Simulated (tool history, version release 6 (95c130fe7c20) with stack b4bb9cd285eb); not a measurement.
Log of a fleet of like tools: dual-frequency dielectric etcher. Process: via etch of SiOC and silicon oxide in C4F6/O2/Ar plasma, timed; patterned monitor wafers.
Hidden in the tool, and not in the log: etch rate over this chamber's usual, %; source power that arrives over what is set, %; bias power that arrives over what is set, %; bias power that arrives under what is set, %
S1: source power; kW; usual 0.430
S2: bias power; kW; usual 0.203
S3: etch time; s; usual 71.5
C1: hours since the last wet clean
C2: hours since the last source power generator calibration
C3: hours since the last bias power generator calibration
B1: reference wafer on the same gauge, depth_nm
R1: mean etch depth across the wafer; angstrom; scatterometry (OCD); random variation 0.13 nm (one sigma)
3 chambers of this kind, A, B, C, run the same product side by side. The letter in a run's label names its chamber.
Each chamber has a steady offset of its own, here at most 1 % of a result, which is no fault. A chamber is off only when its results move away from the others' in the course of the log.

{"run": "1B", "hour": 3.7, "S1": 0.43, "S2": 0.203, "S3": 71.5, "C1": 396.8, "C2": 2876.7, "C3": 333.1, "B1": 96.697, "R1": 863.12}
{"run": "2C", "hour": 8.2, "S1": 0.43, "S2": 0.203, "S3": 71.5, "C1": 473.7, "C2": 1994.0, "C3": 2016.1, "B1": 96.669, "R1": 866.48}
{"run": "3A", "hour": 14.2, "S1": 0.43, "S2": 0.203, "S3": 71.5, "C1": 276.8, "C2": 3220.1, "C3": 1057.6, "B1": 96.643, "R1": 868.41}
{"run": "4C", "hour": 18.4, "S1": 0.43, "S2": 0.203, "S3": 71.5, "C1": 483.9, "C2": 2004.2, "C3": 2026.3, "B1": 96.625, "R1": 867.52}
{"run": "5B", "hour": 24.2, "S1": 0.43, "S2": 0.203, "S3": 71.5, "C1": 417.3, "C2": 2897.2, "C3": 353.6, "B1": 96.608, "R1": 862.9}
{"run": "6A", "hour": 28.4, "S1": 0.43, "S2": 0.203, "S3": 71.5, "C1": 291.0, "C2": 3234.3, "C3": 1071.8, "B1": 96.59, "R1": 870.64}
{"run": "7C", "hour": 34.1, "S1": 0.43, "S2": 0.203, "S3": 71.5, "C1": 499.6, "C2": 2019.9, "C3": 2042.0, "B1": 96.539, "R1": 865.65}
{"run": "8A", "hour": 39.5, "S1": 0.43, "S2": 0.203, "S3": 71.5, "C1": 302.1, "C2": 3245.4, "C3": 1082.9, "B1": 96.525, "R1": 866.98}
{"run": "9B", "hour": 44.0, "S1": 0.43, "S2": 0.203, "S3": 71.5, "C1": 437.1, "C2": 2917.0, "C3": 373.4, "B1": 96.551, "R1": 860.82}
{"run": "10C", "hour": 48.5, "S1": 0.43, "S2": 0.203, "S3": 71.5, "C1": 514.0, "C2": 2034.3, "C3": 2056.4, "B1": 96.491, "R1": 864.39}
{"run": "11B", "hour": 53.2, "S1": 0.43, "S2": 0.175, "S3": 71.5, "C1": 446.3, "C2": 2926.2, "C3": 382.6, "B1": 96.5, "R1": 821.45}
{"run": "12A", "hour": 59.6, "S1": 0.43, "S2": 0.175, "S3": 71.5, "C1": 322.2, "C2": 3265.5, "C3": 1103.0, "B1": 96.503, "R1": 828.29}
{"run": "13C", "hour": 62.5, "S1": 0.43, "S2": 0.175, "S3": 71.5, "C1": 528.0, "C2": 2048.3, "C3": 2070.4, "B1": 96.459, "R1": 823.72}
{"run": "14A", "hour": 67.7, "S1": 0.43, "S2": 0.203, "S3": 71.5, "C1": 330.3, "C2": 3273.6, "C3": 1111.1, "B1": 96.408, "R1": 866.71}
{"run": "15B", "hour": 73.5, "S1": 0.43, "S2": 0.184, "S3": 83.0, "C1": 466.6, "C2": 2946.5, "C3": 402.9, "B1": 96.375, "R1": 966.64}
{"run": "16C", "hour": 76.4, "S1": 0.43, "S2": 0.184, "S3": 83.0, "C1": 541.9, "C2": 2062.2, "C3": 2084.3, "B1": 96.376, "R1": 973.11}
{"run": "17A", "hour": 82.0, "S1": 0.43, "S2": 0.184, "S3": 83.0, "C1": 344.6, "C2": 3287.9, "C3": 1125.4, "B1": 96.375, "R1": 974.0}
{"run": "18B", "hour": 86.4, "S1": 0.43, "S2": 0.203, "S3": 71.5, "C1": 479.5, "C2": 2959.4, "C3": 415.8, "B1": 96.343, "R1": 859.97}
{"run": "19A", "hour": 91.5, "S1": 0.43, "S2": 0.203, "S3": 71.5, "C1": 354.1, "C2": 3297.4, "C3": 1134.9, "B1": 96.302, "R1": 866.41}
{"hour": 92.2, "done": "chamber C: wet clean of the chamber"}
{"run": "20B", "hour": 97.0, "S1": 0.43, "S2": 0.203, "S3": 71.5, "C1": 490.1, "C2": 2970.0, "C3": 426.4, "B1": 96.318, "R1": 860.95}
{"run": "21C", "hour": 103.3, "S1": 0.43, "S2": 0.203, "S3": 71.5, "C1": 11.1, "C2": 2089.1, "C3": 2111.2, "B1": 96.276, "R1": 862.16}
{"run": "22B", "hour": 108.4, "S1": 0.43, "S2": 0.203, "S3": 71.5, "C1": 501.5, "C2": 2981.4, "C3": 437.8, "B1": 96.229, "R1": 857.34}
{"run": "23A", "hour": 111.2, "S1": 0.43, "S2": 0.203, "S3": 71.5, "C1": 373.8, "C2": 3317.1, "C3": 1154.6, "B1": 96.245, "R1": 867.16}
{"run": "24C", "hour": 115.3, "S1": 0.43, "S2": 0.203, "S3": 71.5, "C1": 23.1, "C2": 2101.1, "C3": 2123.2, "B1": 96.238, "R1": 861.61}
{"run": "25B", "hour": 121.6, "S1": 0.43, "S2": 0.203, "S3": 71.5, "C1": 514.7, "C2": 2994.6, "C3": 451.0, "B1": 96.243, "R1": 860.22}
{"run": "26A", "hour": 125.9, "S1": 0.43, "S2": 0.203, "S3": 71.5, "C1": 388.5, "C2": 3331.8, "C3": 1169.3, "B1": 96.177, "R1": 865.38}
{"run": "27C", "hour": 130.2, "S1": 0.43, "S2": 0.203, "S3": 71.5, "C1": 38.0, "C2": 2116.0, "C3": 2138.1, "B1": 96.185, "R1": 862.95}
{"run": "28C", "hour": 135.3, "S1": 0.43, "S2": 0.203, "S3": 71.5, "C1": 43.1, "C2": 2121.1, "C3": 2143.2, "B1": 96.143, "R1": 862.39}
{"run": "29A", "hour": 139.4, "S1": 0.43, "S2": 0.203, "S3": 71.5, "C1": 402.0, "C2": 3345.3, "C3": 1182.8, "B1": 96.175, "R1": 862.71}
{"run": "30B", "hour": 142.7, "S1": 0.43, "S2": 0.252, "S3": 65.0, "C1": 535.8, "C2": 3015.7, "C3": 472.1, "B1": 96.143, "R1": 841.1}

What goes on in this fleet: one chamber off, a drifting gauge, or nothing beyond the chambers' own small offsets? Name the chamber and the cause, if any.

The gauge drifts, so all chambers seem to drift together. No chamber is off.
Cause: gauge reads low (%) = 0.614.
